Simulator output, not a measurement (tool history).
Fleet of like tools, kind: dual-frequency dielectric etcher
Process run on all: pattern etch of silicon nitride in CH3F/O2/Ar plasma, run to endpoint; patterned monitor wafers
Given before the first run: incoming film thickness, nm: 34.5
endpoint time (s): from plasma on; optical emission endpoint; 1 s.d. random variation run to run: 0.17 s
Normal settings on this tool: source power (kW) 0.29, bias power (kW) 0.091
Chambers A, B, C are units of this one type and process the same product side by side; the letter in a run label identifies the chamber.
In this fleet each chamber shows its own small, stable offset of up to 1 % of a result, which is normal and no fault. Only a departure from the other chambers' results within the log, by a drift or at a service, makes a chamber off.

run   hour  source power (kW)  bias power (kW)  endpoint time (s)
 1C   12.1               0.29            0.091             51.765
 2A   23.6               0.29            0.091             51.927
 3B   34.6               0.29            0.091             51.967
 4C   45.7               0.29            0.091             51.705
 5B   55.4               0.29            0.091             51.882
 6A   66.7               0.29            0.091             52.032
 7B   73.1               0.33            0.091             49.586
 8A   81.6               0.33            0.091             49.828
 9C   89.5               0.33            0.091             49.557
10B   97.2               0.29            0.091             51.991
11C  104.6               0.29            0.091             51.622
     113.1  -- chamber C: wet clean of the chamber
12A  113.9               0.29            0.091             51.658
13B  122.2               0.29            0.091             52.028
14A  133.1               0.29             0.07             57.572
15C  142.7               0.29             0.07             57.219
16B  154.1               0.29             0.07             57.533
17A  166.5               0.29            0.083             54.139
18C  178.3               0.29            0.083             53.614
19B  188.2               0.29            0.083             53.912
20A  195.1               0.29            0.091             52.092
21C  206.8               0.29            0.091             51.748
22A  216.5               0.29            0.091             52.082
23B  223.9               0.29            0.091             52.267
24C  236.3               0.29            0.091             51.555
25C  242.3               0.29            0.091             51.568
26B  248.9               0.26            0.077             58.125
27A  256.8               0.26            0.077             58.012
28B  263.6               0.26            0.077             58.426
29A  274.1               0.29            0.091             52.367
30C    283               0.25            0.102             52.341
31A  294.6               0.25            0.102             52.502
32B  300.5               0.25            0.102             53.521

Next, every chamber runs the same settings. What will each give?
33A  309.8               0.29            0.098                  ?
33B  309.8               0.29            0.098                  ?
33C  309.8               0.29            0.098                  ?

run  endpoint time (s)
33A             50.731
33B             51.089
33C             50.235

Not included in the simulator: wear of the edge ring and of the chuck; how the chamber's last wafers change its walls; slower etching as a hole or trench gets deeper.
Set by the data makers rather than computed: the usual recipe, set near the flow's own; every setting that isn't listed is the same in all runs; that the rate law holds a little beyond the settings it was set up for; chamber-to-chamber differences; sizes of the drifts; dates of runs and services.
